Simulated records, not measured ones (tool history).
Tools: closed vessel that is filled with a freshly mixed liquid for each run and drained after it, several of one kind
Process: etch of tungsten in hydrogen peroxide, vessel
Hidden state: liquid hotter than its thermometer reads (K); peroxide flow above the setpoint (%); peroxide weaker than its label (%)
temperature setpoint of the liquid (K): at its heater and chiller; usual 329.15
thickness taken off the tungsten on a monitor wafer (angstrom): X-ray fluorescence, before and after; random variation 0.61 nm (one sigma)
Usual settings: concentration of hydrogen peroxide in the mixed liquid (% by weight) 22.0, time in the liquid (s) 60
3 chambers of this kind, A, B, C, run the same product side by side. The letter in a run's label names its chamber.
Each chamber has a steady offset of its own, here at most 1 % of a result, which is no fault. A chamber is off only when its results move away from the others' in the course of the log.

| run | hour | temperature setpoint of the liquid (K) | concentration of hydrogen peroxide in the mixed liquid (% by weight) | time in the liquid (s) | hours since the thermometer was replaced | hours since the peroxide flow meter was replaced | hours since the drum of peroxide was connected | read-back film thickness of the tungsten reference wafer, read on the same gauge (nm) | thickness taken off the tungsten on a monitor wafer (angstrom) |
|---|---|---|---|---|---|---|---|---|---|
| 1A | 6.3 | 329.15 | 22.0 | 60 | 2641.3 | 342.2 | 620.5 | 59.997 | 1185.90 |
| 2C | 11.7 | 329.15 | 22.0 | 60 | 772.3 | 1871.1 | 383.9 | 59.983 | 1172.30 |
|  | 13.3 | chamber A: thermometer replaced |
| 3B | 18.4 | 329.15 | 22.0 | 60 | 653.2 | 831.7 | 493.6 | 60.010 | 1186.80 |
| 4B | 24.0 | 329.15 | 22.0 | 60 | 658.8 | 837.3 | 499.2 | 59.996 | 1181.90 |
| 5A | 30.6 | 329.15 | 22.0 | 60 | 17.4 | 366.5 | 644.8 | 60.020 | 1189.70 |
| 6C | 40.7 | 321.15 | 22.0 | 40 | 801.3 | 1900.1 | 412.9 | 59.989 | 485.49 |
| 7B | 48.1 | 321.15 | 22.0 | 40 | 682.9 | 861.4 | 523.3 | 60.008 | 488.24 |
|  | 50.5 | chamber C: peroxide flow meter replaced |
| 8A | 59.3 | 321.15 | 22.0 | 40 | 46.1 | 395.2 | 673.5 | 59.993 | 486.56 |
| 9C | 64.7 | 329.15 | 22.0 | 60 | 825.3 | 14.2 | 436.9 | 60.008 | 1185.60 |
| 10B | 72.2 | 329.15 | 22.0 | 60 | 707.0 | 885.5 | 547.4 | 59.992 | 1182.30 |
| 11A | 79.5 | 329.15 | 22.0 | 60 | 66.3 | 415.4 | 693.7 | 59.989 | 1184.10 |
| 12C | 90.9 | 329.15 | 22.0 | 60 | 851.5 | 40.4 | 463.1 | 60.009 | 1176.50 |
| 13A | 97.7 | 329.15 | 22.0 | 60 | 84.5 | 433.6 | 711.9 | 60.026 | 1183.20 |
| 14C | 109.3 | 325.15 | 22.0 | 60 | 869.9 | 58.8 | 481.5 | 59.999 | 922.40 |
| 15B | 118.0 | 325.15 | 22.0 | 60 | 752.8 | 931.3 | 593.2 | 59.981 | 931.99 |
| 16A | 126.4 | 325.15 | 22.0 | 60 | 113.2 | 462.3 | 740.6 | 60.018 | 931.10 |
| 17B | 137.9 | 329.15 | 22.0 | 60 | 772.7 | 951.2 | 613.1 | 60.008 | 1184.90 |
| 18C | 144.3 | 329.15 | 22.0 | 60 | 904.9 | 93.8 | 516.5 | 59.986 | 1167.10 |
|  | 147.5 | chamber B: peroxide flow meter replaced |
| 19C | 149.5 | 329.15 | 22.0 | 60 | 910.1 | 99.0 | 521.7 | 59.998 | 1179.20 |
| 20A | 154.7 | 329.15 | 22.0 | 60 | 141.5 | 490.6 | 768.9 | 60.013 | 1182.40 |
| 21B | 163.2 | 329.15 | 22.0 | 60 | 798.0 | 15.8 | 638.4 | 59.977 | 1174.30 |
| 22C | 171.4 | 336.65 | 25.5 | 60 | 932.0 | 120.9 | 543.6 | 60.001 | 1943.60 |
| 23B | 177.0 | 336.65 | 25.5 | 60 | 811.8 | 29.6 | 652.2 | 60.004 | 1976.20 |
| 24A | 186.4 | 336.65 | 25.5 | 60 | 173.2 | 522.3 | 800.6 | 59.980 | 1994.10 |
| 25B | 192.5 | 329.15 | 22.0 | 60 | 827.3 | 45.1 | 667.7 | 60.009 | 1180.30 |
| 26A | 201.8 | 329.15 | 22.0 | 60 | 188.6 | 537.7 | 816.0 | 59.981 | 1186.20 |
| 27C | 212.0 | 329.15 | 22.0 | 60 | 972.6 | 161.5 | 584.2 | 60.001 | 1171.80 |
| 28B | 217.5 | 329.15 | 22.0 | 40 | 852.3 | 70.1 | 692.7 | 60.011 | 786.26 |
| 29A | 227.5 | 329.15 | 22.0 | 40 | 214.3 | 563.4 | 841.7 | 60.011 | 792.99 |
| 30C | 234.0 | 329.15 | 22.0 | 40 | 994.6 | 183.5 | 606.2 | 59.987 | 776.23 |
| 31B | 245.0 | 336.15 | 22.0 | 35 | 879.8 | 97.6 | 720.2 | 59.992 | 1032.00 |
| 32C | 251.9 | 336.15 | 22.0 | 35 | 1012.5 | 201.4 | 624.1 | 60.014 | 1012.30 |
| 33A | 257.8 | 336.15 | 22.0 | 35 | 244.6 | 593.7 | 872.0 | 60.008 | 1038.30 |

Next, every chamber runs the same settings. What will each give?
| 34A | 266.1 | 329.15 | 22.0 | 60 |  |  |  |  | ? |
| 34B | 266.1 | 329.15 | 22.0 | 60 |  |  |  |  | ? |
| 34C | 266.1 | 329.15 | 22.0 | 60 |  |  |  |  | ? |

| run | thickness taken off the tungsten on a monitor wafer (angstrom) |
|---|---|
| 34A | 1178.00 |
| 34B | 1180.50 |
| 34C | 1180.50 |
